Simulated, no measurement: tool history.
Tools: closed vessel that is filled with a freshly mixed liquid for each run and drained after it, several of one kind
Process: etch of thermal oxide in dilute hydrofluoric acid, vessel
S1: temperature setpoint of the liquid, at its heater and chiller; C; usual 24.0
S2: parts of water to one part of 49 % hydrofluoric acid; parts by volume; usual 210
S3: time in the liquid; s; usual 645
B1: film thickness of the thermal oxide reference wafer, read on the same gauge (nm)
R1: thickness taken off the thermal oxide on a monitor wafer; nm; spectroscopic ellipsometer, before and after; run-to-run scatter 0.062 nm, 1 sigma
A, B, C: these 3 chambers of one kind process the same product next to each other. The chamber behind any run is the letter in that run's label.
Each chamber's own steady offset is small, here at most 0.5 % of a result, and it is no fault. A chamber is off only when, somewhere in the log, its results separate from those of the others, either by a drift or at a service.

{"run": "1B", "day": 0.658, "S1": 24.0, "S2": 210, "S3": 645, "B1": 70.005, "R1": 12.644}
{"run": "2A", "day": 1.204, "S1": 24.0, "S2": 210, "S3": 645, "B1": 69.989, "R1": 12.827}
{"run": "3C", "day": 1.738, "S1": 24.0, "S2": 210, "S3": 645, "B1": 70.022, "R1": 12.703}
{"run": "4B", "day": 2.242, "S1": 24.0, "S2": 210, "S3": 645, "B1": 69.99, "R1": 12.775}
{"run": "5C", "day": 2.662, "S1": 24.0, "S2": 210, "S3": 645, "B1": 70.003, "R1": 12.767}
{"run": "6A", "day": 3.088, "S1": 24.0, "S2": 210, "S3": 645, "B1": 70.002, "R1": 12.761}
{"run": "7B", "day": 3.421, "S1": 24.0, "S2": 210, "S3": 1000, "B1": 69.983, "R1": 19.78}
{"run": "8C", "day": 3.888, "S1": 24.0, "S2": 210, "S3": 1000, "B1": 70.01, "R1": 19.981}
{"run": "9A", "day": 4.35, "S1": 24.0, "S2": 210, "S3": 1000, "B1": 69.994, "R1": 19.773}
{"run": "10C", "day": 4.988, "S1": 24.0, "S2": 210, "S3": 645, "B1": 69.982, "R1": 12.809}
{"run": "11A", "day": 5.367, "S1": 24.0, "S2": 210, "S3": 645, "B1": 70.002, "R1": 12.79}
{"run": "12B", "day": 5.975, "S1": 24.0, "S2": 210, "S3": 645, "B1": 69.986, "R1": 12.852}
{"run": "13C", "day": 6.592, "S1": 24.0, "S2": 210, "S3": 645, "B1": 70.001, "R1": 12.834}
{"run": "14A", "day": 7.212, "S1": 24.0, "S2": 210, "S3": 645, "B1": 69.994, "R1": 12.914}
{"run": "15B", "day": 7.708, "S1": 24.0, "S2": 210, "S3": 645, "B1": 70.023, "R1": 12.677}
{"run": "16B", "day": 8.338, "S1": 24.0, "S2": 210, "S3": 645, "B1": 70.004, "R1": 12.84}
{"run": "17C", "day": 8.771, "S1": 24.0, "S2": 210, "S3": 645, "B1": 70.007, "R1": 12.719}
{"run": "18A", "day": 9.088, "S1": 24.0, "S2": 210, "S3": 645, "B1": 69.997, "R1": 12.968}
{"run": "19A", "day": 9.725, "S1": 24.0, "S2": 245, "S3": 645, "B1": 70.018, "R1": 10.737}
{"run": "20C", "day": 10.296, "S1": 24.0, "S2": 245, "S3": 645, "B1": 70.005, "R1": 10.552}
{"run": "21B", "day": 10.617, "S1": 24.0, "S2": 245, "S3": 645, "B1": 69.977, "R1": 10.577}
{"run": "22A", "day": 10.971, "S1": 21.5, "S2": 210, "S3": 950, "B1": 69.984, "R1": 17.496}
{"run": "23C", "day": 11.604, "S1": 21.5, "S2": 210, "S3": 950, "B1": 69.998, "R1": 17.066}
{"run": "24B", "day": 12.062, "S1": 21.5, "S2": 210, "S3": 950, "B1": 69.992, "R1": 17.323}
{"run": "25C", "day": 12.396, "S1": 24.0, "S2": 210, "S3": 645, "B1": 69.987, "R1": 12.804}
{"run": "26A", "day": 12.783, "S1": 24.0, "S2": 210, "S3": 645, "B1": 70.0, "R1": 13.113}
{"run": "27B", "day": 13.254, "S1": 28.5, "S2": 210, "S3": 315, "B1": 70.007, "R1": 7.3059}
{"day": 13.275, "done": "chamber C: hydrofluoric acid flow meter replaced"}
{"run": "28A", "day": 13.892, "S1": 28.5, "S2": 210, "S3": 315, "B1": 69.992, "R1": 7.6339}
{"run": "29C", "day": 14.308, "S1": 28.5, "S2": 210, "S3": 315, "B1": 70.002, "R1": 7.3088}
{"run": "30B", "day": 14.954, "S1": 24.0, "S2": 210, "S3": 645, "B1": 70.009, "R1": 12.775}
{"run": "31C", "day": 15.254, "S1": 24.0, "S2": 210, "S3": 645, "B1": 69.989, "R1": 12.76}

Each of the 3 chambers runs these same settings next. Fill in every chamber's results:
{"run": "32A", "day": 15.725, "S1": 24.0, "S2": 210, "S3": 645, "R1": "?"}
{"run": "32B", "day": 15.725, "S1": 24.0, "S2": 210, "S3": 645, "R1": "?"}
{"run": "32C", "day": 15.725, "S1": 24.0, "S2": 210, "S3": 645, "R1": "?"}

run=32A R1=13.3320
run=32B R1=12.8370
run=32C R1=12.7220
